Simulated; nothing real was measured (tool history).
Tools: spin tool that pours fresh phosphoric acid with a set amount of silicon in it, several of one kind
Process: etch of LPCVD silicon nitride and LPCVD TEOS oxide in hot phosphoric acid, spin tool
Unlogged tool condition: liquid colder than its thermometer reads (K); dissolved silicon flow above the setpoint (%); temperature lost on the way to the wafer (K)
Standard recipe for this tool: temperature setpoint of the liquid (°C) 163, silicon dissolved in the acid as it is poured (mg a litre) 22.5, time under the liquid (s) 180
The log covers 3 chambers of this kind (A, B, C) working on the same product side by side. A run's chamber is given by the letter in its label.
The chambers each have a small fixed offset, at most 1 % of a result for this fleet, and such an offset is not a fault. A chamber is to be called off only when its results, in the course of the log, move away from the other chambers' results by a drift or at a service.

| run | hour | temperature setpoint of the liquid (°C) | silicon dissolved in the acid as it is poured (mg a litre) | time under the liquid (s) | hours since the thermometer was replaced | hours since the dissolved silicon flow meter was replaced | hours since the heated supply line was repaired | read-back film thickness of the LPCVD silicon nitride reference wafer, read on the same gauge (nm) | read-back film thickness of the LPCVD TEOS oxide reference wafer, read on the same gauge (nm) | thickness taken off the LPCVD silicon nitride on a monitor wafer (Å) | thickness taken off the LPCVD TEOS oxide on a monitor wafer (Å) |
|---|---|---|---|---|---|---|---|---|---|---|---|
| 1C | 8.9 | 163 | 22.5 | 180 | 1145.3 | 1376.1 | 427.7 | 150.01 | 89.999 | 180.18 | 7.1546 |
| 2B | 16.3 | 163 | 22.5 | 180 | 1531.2 | 392.7 | 2569.1 | 149.98 | 89.983 | 180.96 | 7.0540 |
| 3A | 21.0 | 163 | 22.5 | 180 | 121.5 | 1158.8 | 1141.7 | 149.99 | 90.000 | 179.62 | 7.2128 |
| 4A | 29.2 | 163 | 22.5 | 180 | 129.7 | 1167.0 | 1149.9 | 149.93 | 90.007 | 182.10 | 6.8200 |
| 5C | 36.7 | 163 | 22.5 | 180 | 1173.1 | 1403.9 | 455.5 | 149.99 | 90.003 | 179.70 | 6.7902 |
| 6B | 41.1 | 163 | 22.5 | 180 | 1556.0 | 417.5 | 2593.9 | 150.01 | 90.011 | 181.89 | 7.0488 |
| 7B | 50.0 | 163 | 22.5 | 180 | 1564.9 | 426.4 | 2602.8 | 149.97 | 90.007 | 179.09 | 6.5262 |
| 8C | 55.1 | 163 | 22.5 | 180 | 1191.5 | 1422.3 | 473.9 | 150.01 | 90.005 | 178.61 | 6.7813 |
| 9A | 63.4 | 163 | 22.5 | 180 | 163.9 | 1201.2 | 1184.1 | 149.95 | 90.007 | 181.75 | 6.9242 |
| 10A | 70.6 | 163 | 22.5 | 180 | 171.1 | 1208.4 | 1191.3 | 150.00 | 89.996 | 181.54 | 6.8911 |
| 11B | 75.2 | 163 | 22.5 | 180 | 1590.1 | 451.6 | 2628.0 | 150.03 | 90.001 | 181.06 | 6.8796 |
| 12C | 84.1 | 163 | 22.5 | 180 | 1220.5 | 1451.3 | 502.9 | 150.00 | 90.017 | 179.05 | 6.8228 |
| 13B | 90.3 | 163 | 22.5 | 180 | 1605.2 | 466.7 | 2643.1 | 150.02 | 89.993 | 181.72 | 6.5228 |
| 14C | 94.7 | 163 | 22.5 | 180 | 1231.1 | 1461.9 | 513.5 | 149.99 | 90.029 | 176.71 | 7.2688 |
| 15A | 101.0 | 163 | 22.5 | 180 | 201.5 | 1238.8 | 1221.7 | 149.98 | 90.011 | 182.32 | 6.8888 |
|  | 104.8 | chamber B: heated supply line repaired |
| 16B | 107.7 | 163 | 22.5 | 180 | 1622.6 | 484.1 | 3.0 | 149.99 | 90.013 | 182.31 | 6.4702 |
| 17C | 113.4 | 163 | 22.5 | 180 | 1249.8 | 1480.6 | 532.2 | 150.00 | 90.002 | 177.33 | 6.3236 |
| 18A | 121.8 | 163 | 22.5 | 180 | 222.3 | 1259.6 | 1242.5 | 149.96 | 90.020 | 180.68 | 6.8940 |
| 19B | 127.5 | 163 | 22.5 | 180 | 1642.4 | 503.9 | 22.8 | 150.02 | 89.989 | 181.06 | 7.0054 |
| 20A | 133.8 | 163 | 9.5 | 270 | 234.3 | 1271.6 | 1254.5 | 149.98 | 89.998 | 272.60 | 15.3040 |
| 21C | 140.1 | 163 | 9.5 | 270 | 1276.5 | 1507.3 | 558.9 | 150.04 | 90.018 | 262.63 | 13.5970 |
| 22C | 145.6 | 163 | 9.5 | 270 | 1282.0 | 1512.8 | 564.4 | 150.02 | 89.991 | 265.91 | 14.1320 |
| 23B | 152.6 | 163 | 22.5 | 180 | 1667.5 | 529.0 | 47.9 | 149.96 | 89.987 | 181.70 | 6.7231 |
| 24A | 157.3 | 160 | 22.5 | 180 | 257.8 | 1295.1 | 1278.0 | 150.00 | 90.023 | 163.46 | 5.7360 |
| 25A | 162.4 | 160 | 22.5 | 180 | 262.9 | 1300.2 | 1283.1 | 150.02 | 90.006 | 162.07 | 5.5216 |
| 26B | 170.9 | 160 | 22.5 | 180 | 1685.8 | 547.3 | 66.2 | 149.96 | 89.993 | 165.91 | 5.7327 |
| 27C | 176.8 | 163 | 22.5 | 180 | 1313.2 | 1544.0 | 595.6 | 150.01 | 90.012 | 174.37 | 6.6678 |
| 28B | 184.2 | 163 | 22.5 | 180 | 1699.1 | 560.6 | 79.5 | 150.07 | 89.994 | 183.73 | 6.8815 |
| 29A | 188.8 | 163 | 22.5 | 180 | 289.3 | 1326.6 | 1309.5 | 149.99 | 90.011 | 179.10 | 6.8285 |
| 30C | 195.8 | 163 | 22.5 | 180 | 1332.2 | 1563.0 | 614.6 | 149.95 | 89.983 | 173.82 | 5.9565 |
| 31C | 202.5 | 163 | 22.5 | 180 | 1338.9 | 1569.7 | 621.3 | 150.00 | 90.010 | 173.52 | 6.4286 |
| 32B | 210.7 | 163 | 22.5 | 180 | 1725.6 | 587.1 | 106.0 | 149.99 | 90.001 | 182.42 | 6.8486 |
| 33A | 219.7 | 163 | 9.0 | 135 | 320.2 | 1357.5 | 1340.4 | 150.03 | 90.007 | 135.80 | 7.2486 |
| 34C | 224.1 | 163 | 9.0 | 135 | 1360.5 | 1591.3 | 642.9 | 150.00 | 89.960 | 129.66 | 6.9099 |
| 35B | 232.9 | 163 | 9.0 | 135 | 1747.8 | 609.3 | 128.2 | 150.07 | 90.018 | 137.54 | 7.5472 |
| 36A | 239.2 | 163 | 22.5 | 180 | 339.7 | 1377.0 | 1359.9 | 149.99 | 90.008 | 180.01 | 6.9402 |

Has any chamber moved away from the others, gradually or after a service, or does the common gauge drift, or do the chambers differ only by their own small steady offsets? State the chamber and the most likely cause if one applies.

One chamber, C, drifts off from the rest bit by bit.
Cause: temperature lost on the way to the wafer (K) = 1.64.
The log might look much the same if the cause were instead: liquid colder than its thermometer reads (K).

Below are 4 candidate recipes for chamber C's next run, each the usual settings with a change, their results shown as question marks. Which of them brings C's results back in line with what the other chambers give on the usual settings?
Counts as in line when no further than this from what the other chambers average on the usual settings: thickness taken off the LPCVD silicon nitride on a monitor wafer (Å) 3.20; thickness taken off the LPCVD TEOS oxide on a monitor wafer (Å) 0.8200
| 37C-1 | 245.7 | 163 | 21.5 | 185 |  |  |  |  |  | ? | ? |
| 37C-2 | 245.7 | 163 | 24.0 | 170 |  |  |  |  |  | ? | ? |
| 37C-3 | 245.7 | 163 | 23.5 | 175 |  |  |  |  |  | ? | ? |
| 37C-4 | 245.7 | 163 | 21.0 | 190 |  |  |  |  |  | ? | ? |

Average result of the remaining chambers running the usual settings: thickness taken off the LPCVD silicon nitride on a monitor wafer (Å) 181.30; thickness taken off the LPCVD TEOS oxide on a monitor wafer (Å) 6.9435
| run | thickness taken off the LPCVD silicon nitride on a monitor wafer (Å) | thickness taken off the LPCVD TEOS oxide on a monitor wafer (Å) |
|---|---|---|
| 37C-1 | 175.99 | 6.5538 |
| 37C-2 | 161.72 | 5.5730 |
| 37C-3 | 166.48 | 5.8294 |
| 37C-4 | 180.75 | 6.8314 |
The right change is 37C-4: it brings the chamber back within the allowed miss of the others.
